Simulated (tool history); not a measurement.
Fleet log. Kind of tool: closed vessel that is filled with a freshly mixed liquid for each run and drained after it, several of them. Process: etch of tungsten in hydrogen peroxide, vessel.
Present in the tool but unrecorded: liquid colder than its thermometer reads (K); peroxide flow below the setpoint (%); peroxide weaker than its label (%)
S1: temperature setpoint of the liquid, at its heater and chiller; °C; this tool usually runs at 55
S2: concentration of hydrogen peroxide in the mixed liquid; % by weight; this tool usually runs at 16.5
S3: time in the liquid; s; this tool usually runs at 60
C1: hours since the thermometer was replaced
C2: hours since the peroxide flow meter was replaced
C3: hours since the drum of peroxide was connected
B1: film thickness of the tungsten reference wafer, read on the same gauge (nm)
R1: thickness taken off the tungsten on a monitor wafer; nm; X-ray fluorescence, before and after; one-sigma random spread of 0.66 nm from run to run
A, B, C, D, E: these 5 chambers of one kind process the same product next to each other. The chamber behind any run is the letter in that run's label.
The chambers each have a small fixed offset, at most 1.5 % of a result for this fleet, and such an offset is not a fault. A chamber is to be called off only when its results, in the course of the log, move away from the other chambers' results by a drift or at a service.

run 1E hour=7.1 | S1=55 S2=16.5 S3=60 | C1=935.9 C2=885.2 C3=404.1 | B1=70.014 | R1=175.53
run 2A hour=14 | S1=55 S2=16.5 S3=60 | C1=165.8 C2=2201.8 C3=138.1 | B1=70.018 | R1=175.84
run 3D hour=18 | S1=55 S2=16.5 S3=60 | C1=285.9 C2=585.1 C3=648.9 | B1=70.025 | R1=174.56
run 4C hour=25.1 | S1=55 S2=16.5 S3=60 | C1=1889.9 C2=291.8 C3=790.3 | B1=69.996 | R1=173.97
run 5B hour=31.1 | S1=55 S2=16.5 S3=60 | C1=2615.5 C2=1107.5 C3=883.4 | B1=70.004 | R1=175.33
run 6A hour=36.7 | S1=55 S2=16.5 S3=60 | C1=188.5 C2=2224.5 C3=160.8 | B1=69.986 | R1=175.65
run 7B hour=43.8 | S1=55 S2=16.5 S3=35 | C1=2628.2 C2=1120.2 C3=896.1 | B1=70 | R1=102.29
run 8C hour=48.4 | S1=55 S2=16.5 S3=35 | C1=1913.2 C2=315.1 C3=813.6 | B1=69.996 | R1=101.64
run 9E hour=55.5 | S1=55 S2=16.5 S3=35 | C1=984.3 C2=933.6 C3=452.5 | B1=70 | R1=103.21
run 10D hour=59 | S1=55 S2=16.5 S3=35 | C1=326.9 C2=626.1 C3=689.9 | B1=70.023 | R1=102.6
run 11A hour=64.1 | S1=55 S2=16.5 S3=35 | C1=215.9 C2=2251.9 C3=188.2 | B1=69.996 | R1=102.42
-- hour=68.4 chamber C: new drum of peroxide connected
run 12D hour=70 | S1=55 S2=16.5 S3=60 | C1=337.9 C2=637.1 C3=700.9 | B1=70.009 | R1=174.88
run 13B hour=76.4 | S1=55 S2=16.5 S3=60 | C1=2660.8 C2=1152.8 C3=928.7 | B1=70.002 | R1=175.6
run 14E hour=80.1 | S1=55 S2=16.5 S3=60 | C1=1008.9 C2=958.2 C3=477.1 | B1=70.019 | R1=176.69
run 15C hour=85.1 | S1=55 S2=16.5 S3=60 | C1=1949.9 C2=351.8 C3=16.8 | B1=70.015 | R1=174.66
run 16A hour=88.7 | S1=55 S2=16.5 S3=60 | C1=240.5 C2=2276.5 C3=212.8 | B1=70.005 | R1=176.59
run 17B hour=94.9 | S1=55 S2=16.5 S3=60 | C1=2679.3 C2=1171.3 C3=947.2 | B1=69.992 | R1=176.58
run 18C hour=98.4 | S1=55 S2=16.5 S3=60 | C1=1963.2 C2=365.1 C3=30.1 | B1=69.991 | R1=174.26
run 19E hour=102.2 | S1=55 S2=16.5 S3=60 | C1=1031 C2=980.3 C3=499.2 | B1=70.03 | R1=176.02
run 20D hour=109 | S1=55 S2=16.5 S3=60 | C1=376.9 C2=676.1 C3=739.9 | B1=70.001 | R1=174.96
run 21A hour=113.9 | S1=55 S2=16.5 S3=60 | C1=265.7 C2=2301.7 C3=238 | B1=69.979 | R1=175.06
run 22B hour=119.8 | S1=55 S2=16.5 S3=60 | C1=2704.2 C2=1196.2 C3=972.1 | B1=70.005 | R1=173.81
run 23D hour=123.2 | S1=55 S2=16.5 S3=60 | C1=391.1 C2=690.3 C3=754.1 | B1=69.987 | R1=175.92
run 24E hour=130.2 | S1=55 S2=16.5 S3=60 | C1=1059 C2=1008.3 C3=527.2 | B1=70.005 | R1=176.41
run 25C hour=136.2 | S1=61 S2=16.5 S3=50 | C1=2001 C2=402.9 C3=67.9 | B1=69.995 | R1=206.77
run 26C hour=141 | S1=61 S2=16.5 S3=50 | C1=2005.8 C2=407.7 C3=72.7 | B1=69.996 | R1=207.8
run 27B hour=144.4 | S1=61 S2=16.5 S3=50 | C1=2728.8 C2=1220.8 C3=996.7 | B1=69.97 | R1=208.02
run 28E hour=148.4 | S1=61 S2=16.5 S3=50 | C1=1077.2 C2=1026.5 C3=545.4 | B1=69.996 | R1=206.15
run 29D hour=153.1 | S1=61 S2=16.5 S3=50 | C1=421 C2=720.2 C3=784 | B1=69.976 | R1=208.14
run 30A hour=160.2 | S1=55 S2=16.5 S3=60 | C1=312 C2=2348 C3=284.3 | B1=69.992 | R1=174.42

Decide between three cases: one chamber stands off from its peers, the gauge reading all wafers drifts, or nothing is wrong past each chamber's small offset. Where a chamber is off, say which and what most likely put it there.

The fleet is healthy, with each chamber sitting at its usual small offset and no drift in the gauge.
